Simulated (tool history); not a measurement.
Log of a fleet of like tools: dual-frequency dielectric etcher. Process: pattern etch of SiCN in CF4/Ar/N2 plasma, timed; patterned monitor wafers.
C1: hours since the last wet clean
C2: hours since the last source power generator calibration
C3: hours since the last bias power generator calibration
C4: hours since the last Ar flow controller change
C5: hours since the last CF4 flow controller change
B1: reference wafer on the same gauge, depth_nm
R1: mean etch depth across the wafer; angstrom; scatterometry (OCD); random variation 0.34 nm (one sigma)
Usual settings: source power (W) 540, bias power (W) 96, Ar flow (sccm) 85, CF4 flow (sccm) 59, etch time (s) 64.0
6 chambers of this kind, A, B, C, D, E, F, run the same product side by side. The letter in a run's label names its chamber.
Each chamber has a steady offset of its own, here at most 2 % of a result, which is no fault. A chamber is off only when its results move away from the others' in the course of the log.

run 1A hour=10.2 | source_power_(W)=540 bias_power_(W)=96 Ar_flow_(sccm)=85 CF4_flow_(sccm)=59 etch_time_(s)=64.0 | C1=299.1 C2=3242.4 C3=1062.8 C4=1426.5 C5=1917.5 | B1=75.609 | R1=708.64
run 2C hour=16.9 | source_power_(W)=540 bias_power_(W)=96 Ar_flow_(sccm)=85 CF4_flow_(sccm)=59 etch_time_(s)=64.0 | C1=390.0 C2=1151.5 C3=3166.2 C4=1143.5 C5=2483.6 | B1=75.605 | R1=720.37
run 3D hour=26.0 | source_power_(W)=540 bias_power_(W)=96 Ar_flow_(sccm)=85 CF4_flow_(sccm)=59 etch_time_(s)=64.0 | C1=514.4 C2=1341.9 C3=1787.5 C4=845.9 C5=2011.9 | B1=75.629 | R1=711.81
run 4E hour=33.6 | source_power_(W)=540 bias_power_(W)=96 Ar_flow_(sccm)=85 CF4_flow_(sccm)=59 etch_time_(s)=64.0 | C1=238.1 C2=1545.0 C3=3526.2 C4=699.2 C5=3988.4 | B1=75.677 | R1=732.69
-- hour=38.1 chamber C: CF4 flow controller replaced
run 5F hour=42.1 | source_power_(W)=540 bias_power_(W)=96 Ar_flow_(sccm)=85 CF4_flow_(sccm)=59 etch_time_(s)=64.0 | C1=345.8 C2=77.0 C3=1053.4 C4=201.8 C5=1780.7 | B1=75.624 | R1=705.21
run 6B hour=46.8 | source_power_(W)=540 bias_power_(W)=96 Ar_flow_(sccm)=85 CF4_flow_(sccm)=59 etch_time_(s)=64.0 | C1=420.3 C2=1418.2 C3=605.2 C4=718.5 C5=1897.0 | B1=75.564 | R1=715.11
run 7C hour=55.5 | source_power_(W)=540 bias_power_(W)=96 Ar_flow_(sccm)=85 CF4_flow_(sccm)=59 etch_time_(s)=64.0 | C1=428.6 C2=1190.1 C3=3204.8 C4=1182.1 C5=17.4 | B1=75.655 | R1=715.05
run 8E hour=61.5 | source_power_(W)=540 bias_power_(W)=96 Ar_flow_(sccm)=85 CF4_flow_(sccm)=59 etch_time_(s)=64.0 | C1=266.0 C2=1572.9 C3=3554.1 C4=727.1 C5=4016.3 | B1=75.614 | R1=737.36
run 9A hour=66.4 | source_power_(W)=540 bias_power_(W)=96 Ar_flow_(sccm)=85 CF4_flow_(sccm)=59 etch_time_(s)=64.0 | C1=355.3 C2=3298.6 C3=1119.0 C4=1482.7 C5=1973.7 | B1=75.523 | R1=704.23
-- hour=69.2 chamber C: wet clean of the chamber
run 10D hour=74.4 | source_power_(W)=540 bias_power_(W)=96 Ar_flow_(sccm)=85 CF4_flow_(sccm)=59 etch_time_(s)=64.0 | C1=562.8 C2=1390.3 C3=1835.9 C4=894.3 C5=2060.3 | B1=75.517 | R1=716.84
-- hour=75.3 chamber D: wet clean of the chamber
run 11F hour=79.3 | source_power_(W)=540 bias_power_(W)=96 Ar_flow_(sccm)=85 CF4_flow_(sccm)=59 etch_time_(s)=64.0 | C1=383.0 C2=114.2 C3=1090.6 C4=239.0 C5=1817.9 | B1=75.571 | R1=713.19
run 12B hour=87.4 | source_power_(W)=540 bias_power_(W)=96 Ar_flow_(sccm)=85 CF4_flow_(sccm)=59 etch_time_(s)=64.0 | C1=460.9 C2=1458.8 C3=645.8 C4=759.1 C5=1937.6 | B1=75.692 | R1=714.67
run 13C hour=95.4 | source_power_(W)=540 bias_power_(W)=96 Ar_flow_(sccm)=85 CF4_flow_(sccm)=59 etch_time_(s)=64.0 | C1=26.3 C2=1230.0 C3=3244.7 C4=1222.0 C5=57.3 | B1=75.548 | R1=724.91
run 14D hour=101.9 | source_power_(W)=540 bias_power_(W)=96 Ar_flow_(sccm)=85 CF4_flow_(sccm)=59 etch_time_(s)=64.0 | C1=26.7 C2=1417.8 C3=1863.4 C4=921.8 C5=2087.8 | B1=75.533 | R1=707.29
run 15B hour=108.8 | source_power_(W)=540 bias_power_(W)=96 Ar_flow_(sccm)=85 CF4_flow_(sccm)=59 etch_time_(s)=64.0 | C1=482.3 C2=1480.2 C3=667.2 C4=780.5 C5=1959.0 | B1=75.649 | R1=716.22
run 16A hour=115.3 | source_power_(W)=540 bias_power_(W)=96 Ar_flow_(sccm)=85 CF4_flow_(sccm)=59 etch_time_(s)=64.0 | C1=404.2 C2=3347.5 C3=1167.9 C4=1531.6 C5=2022.6 | B1=75.668 | R1=709.45
run 17F hour=120.5 | source_power_(W)=470 bias_power_(W)=96 Ar_flow_(sccm)=92 CF4_flow_(sccm)=59 etch_time_(s)=64.0 | C1=424.2 C2=155.4 C3=1131.8 C4=280.2 C5=1859.1 | B1=75.558 | R1=621.56
run 18E hour=130.1 | source_power_(W)=470 bias_power_(W)=96 Ar_flow_(sccm)=92 CF4_flow_(sccm)=59 etch_time_(s)=64.0 | C1=334.6 C2=1641.5 C3=3622.7 C4=795.7 C5=4084.9 | B1=75.601 | R1=649.54
run 19C hour=140.3 | source_power_(W)=470 bias_power_(W)=96 Ar_flow_(sccm)=92 CF4_flow_(sccm)=59 etch_time_(s)=64.0 | C1=71.2 C2=1274.9 C3=3289.6 C4=1266.9 C5=102.2 | B1=75.643 | R1=626.59
-- hour=144.1 chamber A: wet clean of the chamber
run 20D hour=146.1 | source_power_(W)=470 bias_power_(W)=96 Ar_flow_(sccm)=92 CF4_flow_(sccm)=59 etch_time_(s)=64.0 | C1=70.9 C2=1462.0 C3=1907.6 C4=966.0 C5=2132.0 | B1=75.654 | R1=624.61
-- hour=146.8 chamber F: wet clean of the chamber
run 21A hour=155.9 | source_power_(W)=470 bias_power_(W)=96 Ar_flow_(sccm)=92 CF4_flow_(sccm)=59 etch_time_(s)=64.0 | C1=11.8 C2=3388.1 C3=1208.5 C4=1572.2 C5=2063.2 | B1=75.667 | R1=620.57
run 22F hour=162.5 | source_power_(W)=470 bias_power_(W)=96 Ar_flow_(sccm)=92 CF4_flow_(sccm)=59 etch_time_(s)=64.0 | C1=15.8 C2=197.4 C3=1173.8 C4=322.2 C5=1901.1 | B1=75.517 | R1=618.47
run 23E hour=170.4 | source_power_(W)=440 bias_power_(W)=96 Ar_flow_(sccm)=85 CF4_flow_(sccm)=59 etch_time_(s)=58.0 | C1=374.9 C2=1681.8 C3=3663.0 C4=836.0 C5=4125.2 | B1=75.642 | R1=567.48
run 24B hour=175.8 | source_power_(W)=440 bias_power_(W)=96 Ar_flow_(sccm)=85 CF4_flow_(sccm)=59 etch_time_(s)=58.0 | C1=549.3 C2=1547.2 C3=734.2 C4=847.5 C5=2026.0 | B1=75.533 | R1=540.43
run 25C hour=181.2 | source_power_(W)=440 bias_power_(W)=96 Ar_flow_(sccm)=85 CF4_flow_(sccm)=59 etch_time_(s)=58.0 | C1=112.1 C2=1315.8 C3=3330.5 C4=1307.8 C5=143.1 | B1=75.659 | R1=545.22
run 26E hour=189.6 | source_power_(W)=440 bias_power_(W)=96 Ar_flow_(sccm)=85 CF4_flow_(sccm)=59 etch_time_(s)=58.0 | C1=394.1 C2=1701.0 C3=3682.2 C4=855.2 C5=4144.4 | B1=75.724 | R1=563.90
-- hour=195.0 chamber B: wet clean of the chamber
run 27F hour=195.8 | source_power_(W)=440 bias_power_(W)=96 Ar_flow_(sccm)=85 CF4_flow_(sccm)=59 etch_time_(s)=58.0 | C1=49.1 C2=230.7 C3=1207.1 C4=355.5 C5=1934.4 | B1=75.565 | R1=539.15
run 28D hour=202.8 | source_power_(W)=440 bias_power_(W)=96 Ar_flow_(sccm)=85 CF4_flow_(sccm)=59 etch_time_(s)=58.0 | C1=127.6 C2=1518.7 C3=1964.3 C4=1022.7 C5=2188.7 | B1=75.596 | R1=541.77
run 29B hour=209.6 | source_power_(W)=540 bias_power_(W)=96 Ar_flow_(sccm)=85 CF4_flow_(sccm)=59 etch_time_(s)=64.0 | C1=14.6 C2=1581.0 C3=768.0 C4=881.3 C5=2059.8 | B1=75.642 | R1=716.84
run 30A hour=219.3 | source_power_(W)=540 bias_power_(W)=96 Ar_flow_(sccm)=85 CF4_flow_(sccm)=59 etch_time_(s)=64.0 | C1=75.2 C2=3451.5 C3=1271.9 C4=1635.6 C5=2126.6 | B1=75.661 | R1=709.05
run 31B hour=224.8 | source_power_(W)=540 bias_power_(W)=96 Ar_flow_(sccm)=85 CF4_flow_(sccm)=59 etch_time_(s)=64.0 | C1=29.8 C2=1596.2 C3=783.2 C4=896.5 C5=2075.0 | B1=75.603 | R1=715.27
run 32C hour=231.5 | source_power_(W)=540 bias_power_(W)=96 Ar_flow_(sccm)=85 CF4_flow_(sccm)=59 etch_time_(s)=64.0 | C1=162.4 C2=1366.1 C3=3380.8 C4=1358.1 C5=193.4 | B1=75.494 | R1=715.41
run 33A hour=236.9 | source_power_(W)=540 bias_power_(W)=96 Ar_flow_(sccm)=85 CF4_flow_(sccm)=59 etch_time_(s)=64.0 | C1=92.8 C2=3469.1 C3=1289.5 C4=1653.2 C5=2144.2 | B1=75.761 | R1=709.42
run 34F hour=245.9 | source_power_(W)=540 bias_power_(W)=96 Ar_flow_(sccm)=85 CF4_flow_(sccm)=59 etch_time_(s)=64.0 | C1=99.2 C2=280.8 C3=1257.2 C4=405.6 C5=1984.5 | B1=75.641 | R1=708.62
run 35D hour=250.4 | source_power_(W)=540 bias_power_(W)=96 Ar_flow_(sccm)=85 CF4_flow_(sccm)=59 etch_time_(s)=64.0 | C1=175.2 C2=1566.3 C3=2011.9 C4=1070.3 C5=2236.3 | B1=75.510 | R1=713.24
run 36E hour=255.4 | source_power_(W)=540 bias_power_(W)=96 Ar_flow_(sccm)=85 CF4_flow_(sccm)=50 etch_time_(s)=51.5 | C1=459.9 C2=1766.8 C3=3748.0 C4=921.0 C5=4210.2 | B1=75.665 | R1=594.02
run 37F hour=262.8 | source_power_(W)=540 bias_power_(W)=96 Ar_flow_(sccm)=85 CF4_flow_(sccm)=50 etch_time_(s)=51.5 | C1=116.1 C2=297.7 C3=1274.1 C4=422.5 C5=2001.4 | B1=75.649 | R1=552.41
run 38E hour=271.4 | source_power_(W)=540 bias_power_(W)=96 Ar_flow_(sccm)=85 CF4_flow_(sccm)=50 etch_time_(s)=51.5 | C1=475.9 C2=1782.8 C3=3764.0 C4=937.0 C5=4226.2 | B1=75.478 | R1=599.38
run 39C hour=281.4 | source_power_(W)=540 bias_power_(W)=96 Ar_flow_(sccm)=85 CF4_flow_(sccm)=50 etch_time_(s)=51.5 | C1=212.3 C2=1416.0 C3=3430.7 C4=1408.0 C5=243.3 | B1=75.582 | R1=565.07
run 40D hour=290.7 | source_power_(W)=540 bias_power_(W)=96 Ar_flow_(sccm)=85 CF4_flow_(sccm)=50 etch_time_(s)=51.5 | C1=215.5 C2=1606.6 C3=2052.2 C4=1110.6 C5=2276.6 | B1=75.583 | R1=561.66
run 41B hour=295.7 | source_power_(W)=540 bias_power_(W)=96 Ar_flow_(sccm)=85 CF4_flow_(sccm)=50 etch_time_(s)=51.5 | C1=100.7 C2=1667.1 C3=854.1 C4=967.4 C5=2145.9 | B1=75.519 | R1=558.68

All 6 chambers run these settings next. Forecast each chamber's results:
run 42A hour=303.1 | source_power_(W)=540 bias_power_(W)=96 Ar_flow_(sccm)=85 CF4_flow_(sccm)=59 etch_time_(s)=47.0 | R1=?
run 42B hour=303.1 | source_power_(W)=540 bias_power_(W)=96 Ar_flow_(sccm)=85 CF4_flow_(sccm)=59 etch_time_(s)=47.0 | R1=?
run 42C hour=303.1 | source_power_(W)=540 bias_power_(W)=96 Ar_flow_(sccm)=85 CF4_flow_(sccm)=59 etch_time_(s)=47.0 | R1=?
run 42D hour=303.1 | source_power_(W)=540 bias_power_(W)=96 Ar_flow_(sccm)=85 CF4_flow_(sccm)=59 etch_time_(s)=47.0 | R1=?
run 42E hour=303.1 | source_power_(W)=540 bias_power_(W)=96 Ar_flow_(sccm)=85 CF4_flow_(sccm)=59 etch_time_(s)=47.0 | R1=?
run 42F hour=303.1 | source_power_(W)=540 bias_power_(W)=96 Ar_flow_(sccm)=85 CF4_flow_(sccm)=59 etch_time_(s)=47.0 | R1=?

run=42A R1=518.23
run=42B R1=525.18
run=42C R1=525.76
run=42D R1=520.68
run=42E R1=554.46
run=42F R1=520.61
